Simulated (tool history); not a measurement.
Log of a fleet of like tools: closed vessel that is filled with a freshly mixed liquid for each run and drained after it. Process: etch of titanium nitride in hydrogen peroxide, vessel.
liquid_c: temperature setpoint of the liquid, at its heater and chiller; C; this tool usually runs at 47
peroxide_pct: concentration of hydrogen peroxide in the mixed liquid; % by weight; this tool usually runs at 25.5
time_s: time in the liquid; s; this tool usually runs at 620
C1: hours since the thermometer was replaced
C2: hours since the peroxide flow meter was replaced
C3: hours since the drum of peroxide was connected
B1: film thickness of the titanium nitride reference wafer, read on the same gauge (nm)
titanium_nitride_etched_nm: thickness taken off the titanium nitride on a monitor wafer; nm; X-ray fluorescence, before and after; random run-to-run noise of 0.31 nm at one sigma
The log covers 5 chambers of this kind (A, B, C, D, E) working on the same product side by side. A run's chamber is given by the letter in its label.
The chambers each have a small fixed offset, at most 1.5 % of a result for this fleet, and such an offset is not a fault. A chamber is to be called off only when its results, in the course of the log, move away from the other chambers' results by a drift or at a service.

{"run": "1B", "hour": 6.7, "liquid_c": 47, "peroxide_pct": 25.5, "time_s": 620, "C1": 2208.2, "C2": 1275.7, "C3": 272, "B1": 69.974, "titanium_nitride_etched_nm": 36.207}
{"run": "2A", "hour": 15.1, "liquid_c": 47, "peroxide_pct": 25.5, "time_s": 620, "C1": 502.8, "C2": 1120.5, "C3": 1271.4, "B1": 69.974, "titanium_nitride_etched_nm": 35.289}
{"hour": 17.3, "done": "chamber A: new drum of peroxide connected"}
{"run": "3D", "hour": 21.0, "liquid_c": 47, "peroxide_pct": 25.5, "time_s": 620, "C1": 2165.3, "C2": 1236.5, "C3": 297.7, "B1": 70.006, "titanium_nitride_etched_nm": 36.174}
{"hour": 23.6, "done": "chamber D: new drum of peroxide connected"}
{"run": "4C", "hour": 29.5, "liquid_c": 47, "peroxide_pct": 25.5, "time_s": 620, "C1": 573, "C2": 863.8, "C3": 79, "B1": 69.992, "titanium_nitride_etched_nm": 35.94}
{"run": "5E", "hour": 37.2, "liquid_c": 47, "peroxide_pct": 25.5, "time_s": 620, "C1": 492, "C2": 433.2, "C3": 662.2, "B1": 70.048, "titanium_nitride_etched_nm": 35.71}
{"run": "6D", "hour": 43.6, "liquid_c": 47, "peroxide_pct": 25.5, "time_s": 620, "C1": 2187.9, "C2": 1259.1, "C3": 20.1, "B1": 69.97, "titanium_nitride_etched_nm": 35.683}
{"run": "7C", "hour": 47.6, "liquid_c": 38.5, "peroxide_pct": 25.5, "time_s": 620, "C1": 591.1, "C2": 881.9, "C3": 97.1, "B1": 70.01, "titanium_nitride_etched_nm": 18.864}
{"hour": 50.5, "done": "chamber E: new drum of peroxide connected"}
{"run": "8B", "hour": 55.5, "liquid_c": 38.5, "peroxide_pct": 25.5, "time_s": 620, "C1": 2257, "C2": 1324.5, "C3": 320.8, "B1": 69.975, "titanium_nitride_etched_nm": 18.613}
{"run": "9A", "hour": 62.3, "liquid_c": 38.5, "peroxide_pct": 25.5, "time_s": 620, "C1": 550, "C2": 1167.7, "C3": 45, "B1": 69.981, "titanium_nitride_etched_nm": 18.548}
{"run": "10E", "hour": 68.3, "liquid_c": 38.5, "peroxide_pct": 25.5, "time_s": 620, "C1": 523.1, "C2": 464.3, "C3": 17.8, "B1": 70.014, "titanium_nitride_etched_nm": 19.224}
{"run": "11D", "hour": 73.1, "liquid_c": 38.5, "peroxide_pct": 25.5, "time_s": 620, "C1": 2217.4, "C2": 1288.6, "C3": 49.6, "B1": 70.016, "titanium_nitride_etched_nm": 18.574}
{"run": "12B", "hour": 81.7, "liquid_c": 47, "peroxide_pct": 25.5, "time_s": 620, "C1": 2283.2, "C2": 1350.7, "C3": 347, "B1": 69.935, "titanium_nitride_etched_nm": 36.051}
{"run": "13A", "hour": 89.4, "liquid_c": 47, "peroxide_pct": 30, "time_s": 825, "C1": 577.1, "C2": 1194.8, "C3": 72.1, "B1": 70.024, "titanium_nitride_etched_nm": 49.021}
{"run": "14E", "hour": 96.9, "liquid_c": 47, "peroxide_pct": 30, "time_s": 825, "C1": 551.7, "C2": 492.9, "C3": 46.4, "B1": 69.988, "titanium_nitride_etched_nm": 50.097}
{"run": "15C", "hour": 103.6, "liquid_c": 47, "peroxide_pct": 30, "time_s": 825, "C1": 647.1, "C2": 937.9, "C3": 153.1, "B1": 70.027, "titanium_nitride_etched_nm": 49.054}
{"run": "16E", "hour": 108.3, "liquid_c": 47, "peroxide_pct": 30, "time_s": 825, "C1": 563.1, "C2": 504.3, "C3": 57.8, "B1": 70.033, "titanium_nitride_etched_nm": 48.686}
{"run": "17A", "hour": 113.2, "liquid_c": 47, "peroxide_pct": 30, "time_s": 825, "C1": 600.9, "C2": 1218.6, "C3": 95.9, "B1": 70.029, "titanium_nitride_etched_nm": 49.323}
{"run": "18B", "hour": 119.4, "liquid_c": 47, "peroxide_pct": 25.5, "time_s": 620, "C1": 2320.9, "C2": 1388.4, "C3": 384.7, "B1": 69.994, "titanium_nitride_etched_nm": 36.172}
{"hour": 124.9, "done": "chamber C: peroxide flow meter replaced"}
{"hour": 126.6, "done": "chamber E: peroxide flow meter replaced"}
{"run": "19D", "hour": 126.8, "liquid_c": 47, "peroxide_pct": 25.5, "time_s": 620, "C1": 2271.1, "C2": 1342.3, "C3": 103.3, "B1": 70.041, "titanium_nitride_etched_nm": 36.069}
{"run": "20C", "hour": 135.8, "liquid_c": 47, "peroxide_pct": 25.5, "time_s": 620, "C1": 679.3, "C2": 11, "C3": 185.3, "B1": 69.985, "titanium_nitride_etched_nm": 36.242}
{"run": "21C", "hour": 142.7, "liquid_c": 47, "peroxide_pct": 25.5, "time_s": 620, "C1": 686.2, "C2": 17.9, "C3": 192.2, "B1": 69.968, "titanium_nitride_etched_nm": 35.575}
{"run": "22D", "hour": 149.0, "liquid_c": 47, "peroxide_pct": 25.5, "time_s": 620, "C1": 2293.3, "C2": 1364.5, "C3": 125.5, "B1": 69.998, "titanium_nitride_etched_nm": 35.862}
{"run": "23E", "hour": 156.7, "liquid_c": 47, "peroxide_pct": 25.5, "time_s": 620, "C1": 611.5, "C2": 30.1, "C3": 106.2, "B1": 70.044, "titanium_nitride_etched_nm": 36.401}
{"run": "24A", "hour": 163.6, "liquid_c": 47, "peroxide_pct": 25.5, "time_s": 620, "C1": 651.3, "C2": 1269, "C3": 146.3, "B1": 69.989, "titanium_nitride_etched_nm": 36.847}
{"run": "25B", "hour": 169.2, "liquid_c": 47, "peroxide_pct": 29, "time_s": 315, "C1": 2370.7, "C2": 1438.2, "C3": 434.5, "B1": 70.043, "titanium_nitride_etched_nm": 18.804}
{"run": "26E", "hour": 174.1, "liquid_c": 47, "peroxide_pct": 29, "time_s": 315, "C1": 628.9, "C2": 47.5, "C3": 123.6, "B1": 70.009, "titanium_nitride_etched_nm": 18.812}
{"run": "27D", "hour": 178.7, "liquid_c": 47, "peroxide_pct": 29, "time_s": 315, "C1": 2323, "C2": 1394.2, "C3": 155.2, "B1": 69.971, "titanium_nitride_etched_nm": 18.805}
{"run": "28C", "hour": 186.7, "liquid_c": 47, "peroxide_pct": 29, "time_s": 315, "C1": 730.2, "C2": 61.9, "C3": 236.2, "B1": 70.058, "titanium_nitride_etched_nm": 18.682}
{"run": "29B", "hour": 194.1, "liquid_c": 47, "peroxide_pct": 29, "time_s": 315, "C1": 2395.6, "C2": 1463.1, "C3": 459.4, "B1": 70.043, "titanium_nitride_etched_nm": 18.992}
{"run": "30A", "hour": 199.8, "liquid_c": 47, "peroxide_pct": 25.5, "time_s": 620, "C1": 687.5, "C2": 1305.2, "C3": 182.5, "B1": 70.032, "titanium_nitride_etched_nm": 37.808}
{"run": "31A", "hour": 205.7, "liquid_c": 47, "peroxide_pct": 25.5, "time_s": 620, "C1": 693.4, "C2": 1311.1, "C3": 188.4, "B1": 69.997, "titanium_nitride_etched_nm": 37.665}
{"run": "32E", "hour": 213.1, "liquid_c": 47, "peroxide_pct": 25.5, "time_s": 620, "C1": 667.9, "C2": 86.5, "C3": 162.6, "B1": 69.996, "titanium_nitride_etched_nm": 35.837}
{"run": "33D", "hour": 220.2, "liquid_c": 47, "peroxide_pct": 25.5, "time_s": 620, "C1": 2364.5, "C2": 1435.7, "C3": 196.7, "B1": 70.032, "titanium_nitride_etched_nm": 35.834}
{"run": "34C", "hour": 228.5, "liquid_c": 47, "peroxide_pct": 25.5, "time_s": 620, "C1": 772, "C2": 103.7, "C3": 278, "B1": 69.979, "titanium_nitride_etched_nm": 35.826}
{"run": "35B", "hour": 237.4, "liquid_c": 47, "peroxide_pct": 25.5, "time_s": 620, "C1": 2438.9, "C2": 1506.4, "C3": 502.7, "B1": 70.016, "titanium_nitride_etched_nm": 36.567}
{"run": "36B", "hour": 246.1, "liquid_c": 47, "peroxide_pct": 25.5, "time_s": 620, "C1": 2447.6, "C2": 1515.1, "C3": 511.4, "B1": 70.009, "titanium_nitride_etched_nm": 35.897}

Which is it: a chamber that has drifted or been left off by a service, a gauge drift common to all chambers, or only each chamber's usual small offset? If a chamber is off, name it and its likeliest cause.

One chamber, A, drifts off from the rest bit by bit.
What lies behind it: liquid hotter than its thermometer reads (K) = 1.18.

Below are 4 candidate recipes for chamber A's next run, each the usual settings with a change, their results shown as question marks. Which of them brings A's results back in line with what the other chambers give on the usual settings?
Counts as in line when no further than this from what the other chambers average on the usual settings: titanium_nitride_etched_nm 1.1 nm
{"run": "37A-1", "hour": 252.8, "liquid_c": 46.5, "peroxide_pct": 25.5, "time_s": 600, "titanium_nitride_etched_nm": "?"}
{"run": "37A-2", "hour": 252.8, "liquid_c": 47.5, "peroxide_pct": 25.5, "time_s": 640, "titanium_nitride_etched_nm": "?"}
{"run": "37A-3", "hour": 252.8, "liquid_c": 47, "peroxide_pct": 25.5, "time_s": 635, "titanium_nitride_etched_nm": "?"}
{"run": "37A-4", "hour": 252.8, "liquid_c": 47, "peroxide_pct": 25.5, "time_s": 605, "titanium_nitride_etched_nm": "?"}

Other chambers, usual settings, mean: titanium_nitride_etched_nm 35.782 nm
run=37A-1 titanium_nitride_etched_nm=36.18
run=37A-2 titanium_nitride_etched_nm=41.547
run=37A-3 titanium_nitride_etched_nm=39.717
run=37A-4 titanium_nitride_etched_nm=37.841
37A-1 brings the chamber back in line.
